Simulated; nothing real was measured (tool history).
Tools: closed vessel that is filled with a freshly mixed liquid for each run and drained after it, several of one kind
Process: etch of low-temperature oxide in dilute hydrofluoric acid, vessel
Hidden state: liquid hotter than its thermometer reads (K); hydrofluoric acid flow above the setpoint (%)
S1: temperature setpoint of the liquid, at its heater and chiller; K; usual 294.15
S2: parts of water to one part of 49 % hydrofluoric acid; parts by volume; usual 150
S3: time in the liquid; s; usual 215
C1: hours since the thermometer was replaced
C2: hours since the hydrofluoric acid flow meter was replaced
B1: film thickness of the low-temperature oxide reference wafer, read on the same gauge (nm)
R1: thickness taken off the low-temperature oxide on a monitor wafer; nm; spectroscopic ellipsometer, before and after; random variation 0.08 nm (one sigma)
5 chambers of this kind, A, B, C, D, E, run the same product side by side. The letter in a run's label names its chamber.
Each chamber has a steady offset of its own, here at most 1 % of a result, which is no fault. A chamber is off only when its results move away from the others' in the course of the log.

run 1D hour=4.2 | S1=294.15 S2=150 S3=215 | C1=325.9 C2=642.9 | B1=89.99 | R1=15.299
run 2E hour=9.5 | S1=294.15 S2=150 S3=215 | C1=19.5 C2=851.1 | B1=90.032 | R1=15.3
run 3A hour=13.9 | S1=294.15 S2=150 S3=215 | C1=571.1 C2=505.1 | B1=90.039 | R1=15.218
run 4C hour=18.2 | S1=294.15 S2=150 S3=215 | C1=749.4 C2=90.7 | B1=89.994 | R1=15.234
run 5B hour=23.6 | S1=294.15 S2=150 S3=215 | C1=2386.9 C2=1114.1 | B1=89.972 | R1=15.125
run 6A hour=27.3 | S1=294.15 S2=150 S3=215 | C1=584.5 C2=518.5 | B1=90.039 | R1=15.313
run 7D hour=32.1 | S1=294.15 S2=150 S3=215 | C1=353.8 C2=670.8 | B1=90.01 | R1=15.309
run 8B hour=34.9 | S1=294.15 S2=150 S3=215 | C1=2398.2 C2=1125.4 | B1=89.971 | R1=15.136
run 9E hour=39 | S1=294.15 S2=150 S3=215 | C1=49 C2=880.6 | B1=89.986 | R1=15.212
run 10C hour=43.1 | S1=294.15 S2=150 S3=215 | C1=774.3 C2=115.6 | B1=90.037 | R1=15.174
run 11C hour=46.4 | S1=294.15 S2=150 S3=215 | C1=777.6 C2=118.9 | B1=89.982 | R1=15.194
run 12E hour=50.8 | S1=294.15 S2=150 S3=215 | C1=60.8 C2=892.4 | B1=89.979 | R1=15.149
run 13B hour=55.5 | S1=294.15 S2=150 S3=215 | C1=2418.8 C2=1146 | B1=89.993 | R1=15.149
run 14D hour=59.3 | S1=294.15 S2=200 S3=130 | C1=381 C2=698 | B1=90.005 | R1=6.6054
run 15A hour=63.6 | S1=294.15 S2=200 S3=130 | C1=620.8 C2=554.8 | B1=90.023 | R1=6.5808
run 16C hour=68.1 | S1=294.15 S2=200 S3=130 | C1=799.3 C2=140.6 | B1=89.975 | R1=6.453
run 17B hour=71.5 | S1=294.15 S2=200 S3=130 | C1=2434.8 C2=1162 | B1=90.015 | R1=6.5867
run 18E hour=74.2 | S1=294.15 S2=200 S3=130 | C1=84.2 C2=915.8 | B1=90.01 | R1=6.5378
run 19A hour=78.6 | S1=294.15 S2=150 S3=215 | C1=635.8 C2=569.8 | B1=90.005 | R1=15.296
run 20D hour=81.1 | S1=294.15 S2=150 S3=215 | C1=402.8 C2=719.8 | B1=89.992 | R1=15.522
run 21B hour=84.9 | S1=294.15 S2=150 S3=215 | C1=2448.2 C2=1175.4 | B1=89.996 | R1=15.197
run 22C hour=87.2 | S1=294.15 S2=150 S3=215 | C1=818.4 C2=159.7 | B1=89.989 | R1=15.139
run 23A hour=90.4 | S1=294.15 S2=150 S3=215 | C1=647.6 C2=581.6 | B1=90.005 | R1=15.187
run 24D hour=95.1 | S1=290.65 S2=150 S3=280 | C1=416.8 C2=733.8 | B1=90.03 | R1=17.435
run 25E hour=97.9 | S1=290.65 S2=150 S3=280 | C1=107.9 C2=939.5 | B1=90.016 | R1=17.249
run 26C hour=100.8 | S1=290.65 S2=150 S3=280 | C1=832 C2=173.3 | B1=89.996 | R1=17.081
run 27D hour=105.3 | S1=290.65 S2=150 S3=280 | C1=427 C2=744 | B1=89.974 | R1=17.653
run 28E hour=107.9 | S1=290.65 S2=150 S3=280 | C1=117.9 C2=949.5 | B1=89.973 | R1=17.338
run 29B hour=110.8 | S1=290.15 S2=150 S3=215 | C1=2474.1 C2=1201.3 | B1=90.03 | R1=12.976
run 30A hour=113.3 | S1=290.15 S2=150 S3=215 | C1=670.5 C2=604.5 | B1=90.005 | R1=12.985
run 31A hour=117.4 | S1=290.15 S2=150 S3=215 | C1=674.6 C2=608.6 | B1=90.014 | R1=12.975
run 32E hour=120.6 | S1=290.15 S2=150 S3=215 | C1=130.6 C2=962.2 | B1=89.999 | R1=12.878
run 33C hour=123.3 | S1=290.15 S2=150 S3=215 | C1=854.5 C2=195.8 | B1=89.995 | R1=12.942
run 34B hour=128.3 | S1=294.15 S2=150 S3=215 | C1=2491.6 C2=1218.8 | B1=89.976 | R1=15.153
run 35D hour=130.7 | S1=294.15 S2=150 S3=215 | C1=452.4 C2=769.4 | B1=89.987 | R1=15.708
run 36B hour=135.6 | S1=294.15 S2=210 S3=215 | C1=2498.9 C2=1226.1 | B1=89.999 | R1=10.281
run 37D hour=139.5 | S1=294.15 S2=210 S3=215 | C1=461.2 C2=778.2 | B1=90.015 | R1=10.523
run 38C hour=144.9 | S1=294.15 S2=210 S3=215 | C1=876.1 C2=217.4 | B1=89.988 | R1=10.209
run 39A hour=150.1 | S1=294.15 S2=210 S3=215 | C1=707.3 C2=641.3 | B1=89.965 | R1=10.204
run 40E hour=155.7 | S1=294.15 S2=210 S3=215 | C1=165.7 C2=997.3 | B1=90.024 | R1=10.318
run 41D hour=160.9 | S1=294.15 S2=150 S3=215 | C1=482.6 C2=799.6 | B1=89.995 | R1=15.898
run 42A hour=164.9 | S1=294.15 S2=150 S3=215 | C1=722.1 C2=656.1 | B1=89.986 | R1=15.278
run 43E hour=168.7 | S1=294.15 S2=150 S3=215 | C1=178.7 C2=1010.3 | B1=89.991 | R1=15.329
run 44C hour=173.4 | S1=294.15 S2=150 S3=215 | C1=904.6 C2=245.9 | B1=90 | R1=15.212

All 5 chambers run these settings next. Forecast each chamber's results:
run 45A hour=177.4 | S1=294.15 S2=150 S3=215 | R1=?
run 45B hour=177.4 | S1=294.15 S2=150 S3=215 | R1=?
run 45C hour=177.4 | S1=294.15 S2=150 S3=215 | R1=?
run 45D hour=177.4 | S1=294.15 S2=150 S3=215 | R1=?
run 45E hour=177.4 | S1=294.15 S2=150 S3=215 | R1=?

run=45A R1=15.091
run=45B R1=15.272
run=45C R1=15.202
run=45D R1=15.969
run=45E R1=15.317
